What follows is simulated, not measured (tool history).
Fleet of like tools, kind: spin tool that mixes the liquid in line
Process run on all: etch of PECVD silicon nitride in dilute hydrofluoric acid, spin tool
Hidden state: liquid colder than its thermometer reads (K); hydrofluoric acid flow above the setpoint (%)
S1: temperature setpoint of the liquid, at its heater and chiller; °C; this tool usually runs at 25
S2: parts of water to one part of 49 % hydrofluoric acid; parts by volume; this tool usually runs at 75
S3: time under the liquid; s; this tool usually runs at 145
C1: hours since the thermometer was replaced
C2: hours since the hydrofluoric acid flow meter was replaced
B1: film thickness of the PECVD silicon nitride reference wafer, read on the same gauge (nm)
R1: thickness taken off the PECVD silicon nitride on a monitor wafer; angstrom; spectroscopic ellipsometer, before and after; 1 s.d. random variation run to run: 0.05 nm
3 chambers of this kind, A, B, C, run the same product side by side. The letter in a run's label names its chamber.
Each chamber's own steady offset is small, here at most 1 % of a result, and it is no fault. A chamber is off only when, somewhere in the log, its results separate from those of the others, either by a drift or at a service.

run	hour	S1	S2	S3	C1	C2	B1	R1
1C	10.9	25	75	145	1847.3	762.2	110.00	50.501
2A	16.6	25	75	145	1738.4	85.1	110.01	50.894
3B	27.0	25	75	145	1418.8	438.8	110.00	50.304
4C	34.7	25	75	145	1871.1	786.0	110.01	51.608
5B	46.8	25	75	145	1438.6	458.6	109.99	50.643
6A	54.3	25	40	95	1776.1	122.8	110.01	62.361
7A	61.4	25	40	95	1783.2	129.9	109.99	62.724
8C	72.7	25	40	95	1909.1	824.0	110.02	60.197
9B	81.5	25	40	185	1473.3	493.3	109.99	121.040
10C	88.9	25	40	185	1925.3	840.2	110.01	118.570
11B	94.4	25	40	185	1486.2	506.2	109.99	121.750
12A	101.5	25	75	145	1823.3	170.0	110.00	50.691
13C	108.8	25	75	145	1945.2	860.1	110.01	50.553
14A	119.8	25	75	145	1841.6	188.3	110.00	49.804
15B	131.7	25	75	145	1523.5	543.5	110.01	50.093
16A	137.7	25	75	145	1859.5	206.2	109.99	48.670
17C	144.8	25	75	225	1981.2	896.1	109.99	77.645
# hour 152.9: chamber C: hydrofluoric acid flow meter replaced
18B	155.3	25	75	225	1547.1	567.1	110.00	79.421
19A	166.5	25	75	225	1888.3	235.0	109.99	75.770
20B	172.2	25	75	145	1564.0	584.0	110.01	51.125
21C	180.9	25	75	145	2017.3	28.1	110.00	50.863

What goes on in this fleet: one chamber off, a drifting gauge, or nothing beyond the chambers' own small offsets? Name the chamber and the cause, if any.

It is chamber A that slowly wanders off from its peers.
What lies behind it: liquid colder than its thermometer reads (K) = 1.03.
It could be hard to tell apart here from: hydrofluoric acid flow below the setpoint (%).

Here are 4 candidates for chamber A's next run, each the usual settings with a change, their results left as question marks. Which one brings its results back in line with what the others give on the usual settings?
A result is in line if it is within this distance of the other chambers' mean on the usual settings: R1 1.700 angstrom
22A-1	189.8	27	75	145				?
22A-2	189.8	24	75	145				?
22A-3	189.8	25	75	155				?
22A-4	189.8	23	75	145				?

Other chambers, usual settings, mean: R1 50.666 angstrom
run	R1
22A-1	54.516
22A-2	44.757
22A-3	51.121
22A-4	41.867
22A-3 is the one that brings the chamber's results back in line with the other chambers.
